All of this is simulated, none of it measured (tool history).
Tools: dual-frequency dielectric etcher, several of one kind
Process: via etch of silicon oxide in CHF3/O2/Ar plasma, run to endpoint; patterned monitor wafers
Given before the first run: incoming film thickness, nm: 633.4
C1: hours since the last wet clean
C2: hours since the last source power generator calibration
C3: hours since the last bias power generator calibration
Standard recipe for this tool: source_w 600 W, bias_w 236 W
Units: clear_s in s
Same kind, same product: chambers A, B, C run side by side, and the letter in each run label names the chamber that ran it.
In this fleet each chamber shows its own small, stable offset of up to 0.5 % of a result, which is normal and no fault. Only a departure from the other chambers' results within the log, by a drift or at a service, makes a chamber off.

Run 1C, day 0.196: usual settings; C1 399.2; C2 3476.2; C3 2975.1. Result: clear_s 293.05 s.
Run 2A, day 0.358: usual settings; C1 487.4; C2 270.8; C3 1765.8. Result: clear_s 292.22 s.
Run 3B, day 0.554: usual settings; C1 209.8; C2 1400.5; C3 1048.4. Result: clear_s 290.84 s.
Run 4C, day 0.662: usual settings; C1 410.4; C2 3487.4; C3 2986.3. Result: clear_s 293.04 s.
Run 5A, day 0.833: usual settings but source_w 550 W, bias_w 202 W; C1 498.8; C2 282.2; C3 1777.2. Result: clear_s 318.34 s.
Run 6B, day 0.958: usual settings but source_w 550 W, bias_w 202 W; C1 219.5; C2 1410.2; C3 1058.1. Result: clear_s 317.94 s.
Run 7B, day 1.083: usual settings but source_w 550 W, bias_w 202 W; C1 222.5; C2 1413.2; C3 1061.1. Result: clear_s 316.67 s.
Run 8A, day 1.271: usual settings; C1 509.3; C2 292.7; C3 1787.7. Result: clear_s 291.83 s.
Run 9C, day 1.371: usual settings; C1 427.4; C2 3504.4; C3 3003.3. Result: clear_s 291.41 s.
Run 10A, day 1.517: usual settings; C1 515.2; C2 298.6; C3 1793.6. Result: clear_s 292.02 s.
Run 11B, day 1.642: usual settings but source_w 500 W, bias_w 190 W; C1 235.9; C2 1426.6; C3 1074.5. Result: clear_s 335.83 s.
Run 12C, day 1.758: usual settings but source_w 500 W, bias_w 190 W; C1 436.7; C2 3513.7; C3 3012.6. Result: clear_s 338.73 s.
Run 13B, day 1.879: usual settings but source_w 500 W, bias_w 190 W; C1 241.6; C2 1432.3; C3 1080.2. Result: clear_s 334.97 s.
Run 14A, day 1.971: usual settings; C1 526.1; C2 309.5; C3 1804.5. Result: clear_s 291.62 s.
Run 15C, day 2.079: usual settings; C1 444.4; C2 3521.4; C3 3020.3. Result: clear_s 291.36 s.
Run 16B, day 2.254: usual settings; C1 250.6; C2 1441.3; C3 1089.2. Result: clear_s 291.41 s.
Run 17C, day 2.379: usual settings; C1 451.6; C2 3528.6; C3 3027.5. Result: clear_s 292.42 s.
At day 2.471: chamber A: wet clean of the chamber.
Run 18A, day 2.558: usual settings; C1 2.2; C2 323.6; C3 1818.6. Result: clear_s 292.33 s.
Run 19B, day 2.762: usual settings; C1 262.8; C2 1453.5; C3 1101.4. Result: clear_s 288.82 s.
Run 20A, day 2.900: usual settings; C1 10.4; C2 331.8; C3 1826.8. Result: clear_s 291.50 s.
Run 21C, day 3.021: usual settings; C1 467.0; C2 3544.0; C3 3042.9. Result: clear_s 292.07 s.
Run 22A, day 3.229: usual settings; C1 18.3; C2 339.7; C3 1834.7. Result: clear_s 290.94 s.
Run 23B, day 3.321: usual settings but source_w 490 W; C1 276.2; C2 1466.9; C3 1114.8. Result: clear_s 308.24 s.
Run 24C, day 3.508: usual settings but source_w 490 W; C1 478.7; C2 3555.7; C3 3054.6. Result: clear_s 316.17 s.
Run 25C, day 3.671: usual settings but source_w 490 W; C1 482.6; C2 3559.6; C3 3058.5. Result: clear_s 315.85 s.
Run 26A, day 3.771: usual settings; C1 31.3; C2 352.7; C3 1847.7. Result: clear_s 293.46 s.
Run 27B, day 3.904: usual settings; C1 290.2; C2 1480.9; C3 1128.8. Result: clear_s 285.71 s.
Run 28A, day 4.067: usual settings but source_w 650 W; C1 38.4; C2 359.8; C3 1854.8. Result: clear_s 285.39 s.
Run 29C, day 4.238: usual settings but source_w 650 W; C1 496.2; C2 3573.2; C3 3072.1. Result: clear_s 284.53 s.
At day 4.304: chamber C: source power generator calibrated.
Run 30B, day 4.412: usual settings but source_w 650 W; C1 302.4; C2 1493.1; C3 1141.0. Result: clear_s 275.41 s.
Run 31C, day 4.554: usual settings; C1 503.8; C2 6.1; C3 3079.7. Result: clear_s 292.50 s.
Run 32A, day 4.671: usual settings; C1 52.9; C2 374.3; C3 1869.3. Result: clear_s 293.68 s.
Run 33B, day 4.812: usual settings; C1 312.0; C2 1502.7; C3 1150.6. Result: clear_s 283.90 s.
Run 34B, day 5.017: usual settings; C1 316.9; C2 1507.6; C3 1155.5. Result: clear_s 281.64 s.
Run 35C, day 5.221: usual settings but bias_w 254 W; C1 519.8; C2 22.1; C3 3095.7. Result: clear_s 285.00 s.
Run 36A, day 5.317: usual settings but bias_w 254 W; C1 68.4; C2 389.8; C3 1884.8. Result: clear_s 285.43 s.
Run 37B, day 5.408: usual settings but bias_w 254 W; C1 326.3; C2 1517.0; C3 1164.9. Result: clear_s 274.76 s.
Run 38A, day 5.608: usual settings; C1 75.4; C2 396.8; C3 1891.8. Result: clear_s 291.87 s.
Run 39C, day 5.729: usual settings; C1 532.0; C2 34.3; C3 3107.9. Result: clear_s 293.09 s.
Run 40C, day 5.938: usual settings; C1 537.0; C2 39.3; C3 3112.9. Result: clear_s 292.50 s.
Run 41A, day 6.104: usual settings; C1 87.3; C2 408.7; C3 1903.7. Result: clear_s 292.58 s.
Run 42B, day 6.250: usual settings; C1 346.5; C2 1537.2; C3 1185.1. Result: clear_s 279.53 s.
Run 43A, day 6.412: usual settings; C1 94.7; C2 416.1; C3 1911.1. Result: clear_s 291.86 s.
Run 44B, day 6.588: usual settings; C1 354.6; C2 1545.3; C3 1193.2. Result: clear_s 278.15 s.

All 3 chambers run these settings next. Forecast each chamber's results:
Run 45A, day 6.733: usual settings. Result: clear_s ?.
Run 45B, day 6.733: usual settings. Result: clear_s ?.
Run 45C, day 6.733: usual settings. Result: clear_s ?.

run  clear_s
45A   293.70
45B   277.48
45C   291.86

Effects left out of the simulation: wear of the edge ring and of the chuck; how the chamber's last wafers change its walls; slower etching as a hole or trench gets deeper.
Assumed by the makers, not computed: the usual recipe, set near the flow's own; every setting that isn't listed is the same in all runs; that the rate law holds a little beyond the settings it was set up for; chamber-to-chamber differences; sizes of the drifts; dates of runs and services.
